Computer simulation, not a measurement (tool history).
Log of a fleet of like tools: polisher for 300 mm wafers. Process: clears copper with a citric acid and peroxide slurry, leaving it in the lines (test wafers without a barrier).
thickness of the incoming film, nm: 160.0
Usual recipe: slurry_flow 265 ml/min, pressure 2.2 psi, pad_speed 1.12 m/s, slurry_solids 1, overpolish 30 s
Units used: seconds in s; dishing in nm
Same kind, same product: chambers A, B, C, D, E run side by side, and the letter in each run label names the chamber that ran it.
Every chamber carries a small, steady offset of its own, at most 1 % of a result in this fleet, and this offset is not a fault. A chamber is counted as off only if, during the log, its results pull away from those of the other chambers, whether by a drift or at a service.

run,hour,slurry_flow,pressure,pad_speed,slurry_solids,overpolish,wafers polished on this pad,hours since the slurry nozzle was cleaned,hours since the head pressure was calibrated,hours since the slurry blender was calibrated,seconds,dishing
1C,6.0,265,2.2,1.12,1,30,342,7.1,630.2,79.8,78.247,32.703
2E,18.2,265,2.2,1.12,1,30,159,557.4,1174.2,338.8,78.466,32.638
3D,28.2,265,2.2,1.12,1,30,347,233.8,771.0,263.8,76.854,32.025
# hour 29.0: chamber D: slurry nozzle cleaned
4A,36.2,265,2.2,1.12,1,30,936,225.2,473.0,104.2,77.911,32.496
# hour 38.5: chamber A: worn pad replaced by a new one
5B,45.8,265,2.2,1.12,1,30,717,328.4,735.1,195.6,76.958,32.737
# hour 47.4: chamber D: slurry blender recalibrated
# hour 50.8: chamber E: slurry blender recalibrated
6A,53.9,265,2.2,1.12,1,30,125,242.9,490.7,121.9,79.852,31.517
7B,61.3,265,2.2,1.12,1,30,843,343.9,750.6,211.1,75.851,31.679
8C,72.0,265,2.2,1.12,1,30,879,73.1,696.2,145.8,77.734,32.652
# hour 74.1: chamber E: worn pad replaced by a new one
9D,81.7,265,2.2,1.12,1,30,782,52.8,824.5,34.4,77.330,31.629
10E,87.4,265,2.2,1.12,1,30,108,626.6,1243.4,36.6,76.862,32.632
# hour 88.6: chamber A: slurry blender recalibrated
11E,95.5,265,2.2,1.12,1,30,174,634.7,1251.5,44.7,77.826,33.127
# hour 101.5: chamber D: head pressure recalibrated
12A,102.8,265,2.2,1.12,1,30,523,291.8,539.6,14.3,77.589,32.659
# hour 105.7: chamber C: worn pad replaced by a new one
# hour 112.3: chamber B: worn pad replaced by a new one
13D,114.9,265,2.2,1.12,1,30,1052,86.0,13.5,67.6,74.182,32.574
# hour 115.7: chamber A: head pressure recalibrated
14C,124.7,265,2.2,1.12,1,30,155,125.8,748.9,198.5,74.658,32.158
15B,130.7,265,2.2,1.12,1,30,150,413.3,820.0,280.5,77.041,32.045
# hour 137.1: chamber A: slurry nozzle cleaned
16C,137.5,265,2.2,1.12,1,30,259,138.6,761.7,211.3,77.312,32.884
# hour 144.8: chamber A: worn pad replaced by a new one
17E,148.4,265,2.2,1.12,1,30,605,687.6,1304.4,97.6,77.171,32.310
# hour 153.0: chamber E: worn pad replaced by a new one
18D,154.0,335,2.2,1.12,1,44,1371,125.1,52.6,106.7,76.117,39.668
# hour 155.2: chamber D: worn pad replaced by a new one
19A,166.5,335,2.2,1.12,1,44,177,29.4,50.8,78.0,75.262,37.930
20B,177.5,335,2.2,1.12,1,44,531,460.1,866.8,327.3,76.926,40.304
21A,187.4,335,2.2,1.12,1,44,347,50.3,71.7,98.9,73.511,40.375
# hour 189.1: chamber C: slurry blender recalibrated
22E,198.6,335,2.2,1.12,1,44,371,737.8,1354.6,147.8,75.293,39.137
# hour 199.8: chamber C: slurry nozzle cleaned
# hour 201.1: chamber B: slurry blender recalibrated
# hour 208.9: chamber B: head pressure recalibrated
23C,211.0,265,2.2,1.12,1,30,857,11.2,835.2,21.9,77.128,32.415
# hour 215.3: chamber E: slurry nozzle cleaned
# hour 221.2: chamber A: slurry blender recalibrated
24D,222.4,265,2.2,1.12,1,30,547,193.5,121.0,175.1,76.957,31.679
25B,229.1,265,3.0,1.12,1,41,951,511.7,20.2,28.1,55.489,45.997
# hour 235.0: chamber C: worn pad replaced by a new one
# hour 237.7: chamber A: worn pad replaced by a new one
26A,239.1,265,3.0,1.12,1,41,11,102.0,123.4,18.0,56.641,43.450
# hour 239.4: chamber E: worn pad replaced by a new one
27D,247.2,265,3.0,1.12,1,41,749,218.3,145.8,199.9,57.237,43.507
28B,254.0,265,3.0,1.12,1,41,1153,536.6,45.1,53.0,58.047,45.077
29C,265.7,265,3.0,1.12,1,41,250,65.9,889.9,76.6,56.531,43.975
30E,271.9,265,2.2,1.12,1,30,264,56.7,1427.9,221.1,77.088,31.427
# hour 272.1: chamber B: worn pad replaced by a new one
31B,279.5,265,2.2,1.12,1,30,60,562.1,70.6,78.5,75.753,32.358
32D,287.2,265,2.2,1.12,1,30,1074,258.3,185.8,239.9,78.517,32.934
# hour 294.7: chamber D: worn pad replaced by a new one
33E,298.1,265,2.2,1.12,1,30,477,82.9,1454.1,247.3,77.490,32.054
34A,306.6,265,2.2,1.12,1,30,560,169.5,190.9,85.5,76.096,32.870
35C,315.9,265,2.2,1.12,1,30,658,116.1,940.1,126.8,77.399,33.364
# hour 316.0: chamber D: slurry nozzle cleaned
36C,322.3,265,2.2,1.12,1,30,710,122.5,946.5,133.2,77.831,30.997
# hour 327.7: chamber E: worn pad replaced by a new one
37D,328.5,265,2.2,1.12,1,30,275,12.5,227.1,281.2,77.290,31.632
38E,337.8,265,2.2,1.12,1,30,82,122.6,1493.8,287.0,78.437,31.547
# hour 346.5: chamber A: worn pad replaced by a new one
39A,348.9,265,2.2,1.12,1,30,19,211.8,233.2,127.8,75.860,31.247
40B,356.9,265,2.2,1.12,1,30,690,639.5,148.0,155.9,77.101,33.739
41C,366.0,265,2.2,1.12,1,30,1066,166.2,990.2,176.9,76.240,30.939
42A,372.6,265,2.2,1.12,1,30,212,235.5,256.9,151.5,76.053,30.983
# hour 378.3: chamber D: slurry blender recalibrated
43D,381.6,265,2.2,1.12,1,30,707,65.6,280.2,3.3,76.468,33.847

Decide between three cases: one chamber stands off from its peers, the gauge reading all wafers drifts, or nothing is wrong past each chamber's small offset. Where a chamber is off, say which and what most likely put it there.

Neither any chamber nor the gauge drifts; the chambers differ only by their own small, steady offsets.
